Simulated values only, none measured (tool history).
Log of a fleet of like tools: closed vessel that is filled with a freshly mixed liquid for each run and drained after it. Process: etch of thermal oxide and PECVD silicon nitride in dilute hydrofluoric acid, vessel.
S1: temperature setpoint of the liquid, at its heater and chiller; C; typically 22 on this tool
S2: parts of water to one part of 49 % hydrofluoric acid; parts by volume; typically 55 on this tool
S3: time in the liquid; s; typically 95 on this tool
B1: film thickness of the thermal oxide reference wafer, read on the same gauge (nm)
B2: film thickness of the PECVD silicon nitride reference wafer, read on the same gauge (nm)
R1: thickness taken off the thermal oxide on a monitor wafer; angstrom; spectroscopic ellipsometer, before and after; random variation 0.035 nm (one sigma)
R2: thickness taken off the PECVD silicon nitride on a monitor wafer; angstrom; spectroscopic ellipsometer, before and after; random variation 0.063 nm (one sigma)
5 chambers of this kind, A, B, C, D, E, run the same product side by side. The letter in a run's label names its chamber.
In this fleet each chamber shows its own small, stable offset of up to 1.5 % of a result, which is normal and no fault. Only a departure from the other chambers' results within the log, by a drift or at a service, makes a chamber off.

run	hour	S1	S2	S3	B1	B2	R1	R2
# hour 1.3: chamber E: hydrofluoric acid flow meter replaced
1C	8	22	55	95	50.019	150.03	81.729	77.296
2D	20.8	22	55	95	49.975	150.01	81.379	75.446
# hour 28.4: chamber C: thermometer replaced
3E	30.5	22	55	95	50.007	150.01	81.521	76.054
4A	36.8	22	55	95	50.004	150.03	81.745	75.501
# hour 37: chamber D: hydrofluoric acid flow meter replaced
5B	48.4	22	55	95	49.99	150.04	82.852	75.774
6D	57	22	55	95	50.005	149.99	82.336	76.489
7B	64	22	25	115	49.974	150.03	230.49	200.26
8E	77.1	22	25	115	50.002	150	221.72	195.96
9C	89.5	22	25	115	50.003	150.01	226.78	201.09
10A	101.6	22	25	115	49.986	150.02	228.21	199.63
11A	108.9	22	25	115	50.008	150	230.37	200.46
12D	117.7	22	80	95	50.012	150.03	54.541	53.302
13C	126.1	22	80	95	50	149.98	54.88	54.104
# hour 136.3: chamber A: hydrofluoric acid flow meter replaced
14B	138	22	80	95	49.977	149.98	54.947	51.705
15E	150.4	22	80	95	49.998	150	54.174	52.175
16B	160.3	22	80	95	50.007	150.02	54.538	52.256
17C	169.7	22	55	95	50.003	150	82.113	77.297
18E	181	22	55	95	50.007	150.01	81.43	76.007
19A	192.4	22	25	95	50	149.96	189.34	166.41
20D	200.2	22	25	95	50.013	149.98	182.76	161.53
21B	211	22	25	95	50.005	149.99	192.07	163.8
22C	219.8	22	25	95	49.984	150.01	186.01	164.88
23E	234	22	25	95	49.997	149.98	182.72	161.34
# hour 237.9: chamber B: hydrofluoric acid flow meter replaced
24A	246.8	22	40	60	50.017	150.01	72.6	65.644
25D	260.1	22	40	60	49.983	149.99	71.84	65.666
26E	267.3	22	40	60	50.004	150.02	71.829	66.162
27A	278.3	22	40	60	50.005	150	71.88	65.582
28B	286.9	22	40	60	50.012	149.99	73.07	66.021
29D	296.6	22	55	95	50.006	149.98	81.678	76.086
30C	306.5	22	55	95	49.998	150	81.827	77.31

One chamber off, gauge drift, or nothing amiss beyond the chambers' own small offsets? If it is a chamber, which one, and what is the likeliest cause?

All chambers stay in line apart from their small fixed offsets, and the gauge does not drift.
